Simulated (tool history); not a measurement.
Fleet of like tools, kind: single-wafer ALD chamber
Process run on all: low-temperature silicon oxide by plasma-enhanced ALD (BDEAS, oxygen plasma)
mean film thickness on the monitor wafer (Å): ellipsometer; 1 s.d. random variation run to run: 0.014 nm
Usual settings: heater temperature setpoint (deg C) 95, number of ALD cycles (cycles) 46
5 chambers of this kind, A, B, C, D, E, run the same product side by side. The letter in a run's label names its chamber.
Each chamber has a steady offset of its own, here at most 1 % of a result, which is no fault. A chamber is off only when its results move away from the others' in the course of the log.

| run | hour | heater temperature setpoint (deg C) | number of ALD cycles (cycles) | read-back reference wafer on the same gauge, thickness_nm | mean film thickness on the monitor wafer (Å) |
|---|---|---|---|---|---|
| 1A | 14.3 | 95 | 46 | 6.643 | 67.071 |
| 2C | 26.7 | 95 | 46 | 6.6416 | 66.426 |
| 3E | 39 | 95 | 46 | 6.6397 | 67.178 |
| 4B | 48.1 | 95 | 46 | 6.6436 | 67.491 |
|  | 49.1 | chamber C: thermocouple changed; heater temperature recalibrated |
| 5D | 57.3 | 95 | 46 | 6.6379 | 67.056 |
| 6B | 67.1 | 95 | 38 | 6.6436 | 55.816 |
| 7D | 75.4 | 95 | 38 | 6.6399 | 55.388 |
| 8C | 84.5 | 95 | 38 | 6.6389 | 55.048 |
| 9E | 96.9 | 95 | 38 | 6.6419 | 55.38 |
| 10A | 108.3 | 95 | 38 | 6.6367 | 55.31 |
| 11A | 122.8 | 102 | 46 | 6.6363 | 65.81 |
| 12C | 129.6 | 102 | 46 | 6.644 | 65.362 |
| 13B | 138.4 | 102 | 46 | 6.6404 | 66.104 |
| 14E | 149.5 | 102 | 46 | 6.6361 | 65.475 |
| 15D | 164.7 | 102 | 46 | 6.6375 | 65.499 |
| 16B | 174.5 | 95 | 46 | 6.6441 | 67.617 |
| 17C | 184.9 | 95 | 46 | 6.6425 | 66.456 |
| 18A | 195 | 95 | 46 | 6.6422 | 66.863 |
| 19E | 203.1 | 95 | 46 | 6.6415 | 67.027 |
| 20D | 211.5 | 95 | 46 | 6.6393 | 67.037 |
| 21A | 221.2 | 95 | 46 | 6.641 | 67.203 |
| 22E | 233 | 95 | 46 | 6.6395 | 67.048 |
| 23B | 244 | 89 | 46 | 6.6396 | 69.048 |
| 24D | 255.7 | 89 | 46 | 6.6402 | 68.507 |
| 25C | 268.5 | 89 | 46 | 6.6391 | 67.996 |
| 26E | 279.3 | 89 | 46 | 6.6384 | 68.074 |
| 27C | 289.3 | 89 | 46 | 6.6397 | 67.782 |
|  | 290.3 | chamber A: thermocouple changed; heater temperature recalibrated |
| 28A | 303.7 | 95 | 46 | 6.6396 | 67.293 |
| 29D | 314.9 | 95 | 46 | 6.6387 | 67.065 |
| 30B | 325.1 | 95 | 46 | 6.6451 | 67.494 |
| 31C | 335.3 | 95 | 46 | 6.6369 | 66.577 |
| 32B | 343.2 | 95 | 46 | 6.6389 | 67.524 |

All 5 chambers run these settings next. Forecast each chamber's results:
| 33A | 354.1 | 95 | 46 |  | ? |
| 33B | 354.1 | 95 | 46 |  | ? |
| 33C | 354.1 | 95 | 46 |  | ? |
| 33D | 354.1 | 95 | 46 |  | ? |
| 33E | 354.1 | 95 | 46 |  | ? |

| run | mean film thickness on the monitor wafer (Å) |
|---|---|
| 33A | 66.841 |
| 33B | 67.489 |
| 33C | 66.558 |
| 33D | 66.874 |
| 33E | 66.78 |
